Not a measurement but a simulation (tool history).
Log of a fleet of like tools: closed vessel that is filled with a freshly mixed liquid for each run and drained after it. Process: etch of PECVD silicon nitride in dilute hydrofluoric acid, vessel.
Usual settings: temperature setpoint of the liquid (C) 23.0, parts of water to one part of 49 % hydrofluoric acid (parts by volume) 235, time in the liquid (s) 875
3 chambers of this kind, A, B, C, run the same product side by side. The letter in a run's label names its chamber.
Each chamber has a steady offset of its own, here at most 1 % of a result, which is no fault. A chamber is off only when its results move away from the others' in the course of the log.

run,hour,temperature setpoint of the liquid (C),parts of water to one part of 49 % hydrofluoric acid (parts by volume),time in the liquid (s),hours since the thermometer was replaced,hours since the hydrofluoric acid flow meter was replaced,"read-back film thickness of the PECVD silicon nitride reference wafer, read on the same gauge (nm)",thickness taken off the PECVD silicon nitride on a monitor wafer (nm)
1C,6.8,23.0,235,875,1174.1,1114.7,89.997,14.597
2A,13.2,23.0,235,875,1000.0,508.5,89.983,14.385
3B,21.5,23.0,235,875,721.4,494.1,89.995,14.818
4B,26.5,23.0,235,875,726.4,499.1,90.000,14.505
5C,32.8,23.0,235,875,1200.1,1140.7,90.009,14.644
6A,39.4,23.0,235,875,1026.2,534.7,89.968,14.606
7A,43.8,23.0,235,875,1030.6,539.1,90.005,14.641
# hour 45.9: chamber B: hydrofluoric acid flow meter replaced
8C,47.8,23.0,235,875,1215.1,1155.7,90.016,14.464
9B,55.9,23.0,235,875,755.8,10.0,90.016,14.563
10A,61.1,23.0,235,875,1047.9,556.4,89.967,14.448
11B,67.4,23.0,235,875,767.3,21.5,90.010,14.824
12C,76.0,23.0,235,875,1243.3,1183.9,90.001,14.530
13A,82.9,28.0,290,875,1069.7,578.2,90.010,15.851
14C,90.8,28.0,290,875,1258.1,1198.7,90.004,15.959
15B,97.0,28.0,290,875,796.9,51.1,90.008,16.110
16A,104.7,23.0,235,875,1091.5,600.0,90.008,14.269
17B,111.3,23.0,235,875,811.2,65.4,89.995,14.453
18C,119.3,23.0,235,875,1286.6,1227.2,89.992,14.449
19C,126.0,23.0,235,875,1293.3,1233.9,89.993,14.677
20A,134.4,23.0,235,875,1121.2,629.7,89.997,14.094
21B,141.9,23.0,235,875,841.8,96.0,89.998,14.599
22A,146.9,23.0,235,875,1133.7,642.2,89.999,13.947
23B,151.5,23.0,235,875,851.4,105.6,89.998,14.720
24C,157.8,23.0,235,875,1325.1,1265.7,89.980,14.549
25C,161.7,23.0,235,875,1329.0,1269.6,89.989,14.680
26B,165.9,23.0,235,875,865.8,120.0,89.998,14.539
27A,170.7,23.0,235,875,1157.5,666.0,89.987,13.897
28C,177.0,23.0,235,875,1344.3,1284.9,89.994,14.320
29B,182.8,23.0,235,875,882.7,136.9,90.019,14.682
# hour 185.5: chamber A: thermometer replaced
30A,186.7,23.0,235,1115,1.3,682.0,90.008,17.526
31A,194.8,23.0,235,1115,9.4,690.1,89.994,17.512
32C,202.2,23.0,235,1115,1369.5,1310.1,89.993,18.426
33B,207.7,23.0,145,1065,907.6,161.8,89.987,28.068
34A,214.9,23.0,145,1065,29.5,710.2,90.008,26.822
35C,221.1,23.0,145,1065,1388.4,1329.0,89.989,28.321
36B,227.9,23.0,235,875,927.8,182.0,90.010,14.396
37B,235.8,23.0,235,875,935.7,189.9,89.984,14.435
38A,242.3,23.0,235,875,56.9,737.6,89.966,13.273
39C,247.0,23.0,235,875,1414.3,1354.9,89.984,14.416
40C,252.1,19.5,140,875,1419.4,1360.0,89.970,19.006
41A,259.6,19.5,140,875,74.2,754.9,90.015,17.692

Next, every chamber runs the same settings. What will each give?
42A,266.0,23.0,235,875,,,,?
42B,266.0,23.0,235,875,,,,?
42C,266.0,23.0,235,875,,,,?

run,thickness taken off the PECVD silicon nitride on a monitor wafer (nm)
42A,13.100
42B,14.484
42C,14.753

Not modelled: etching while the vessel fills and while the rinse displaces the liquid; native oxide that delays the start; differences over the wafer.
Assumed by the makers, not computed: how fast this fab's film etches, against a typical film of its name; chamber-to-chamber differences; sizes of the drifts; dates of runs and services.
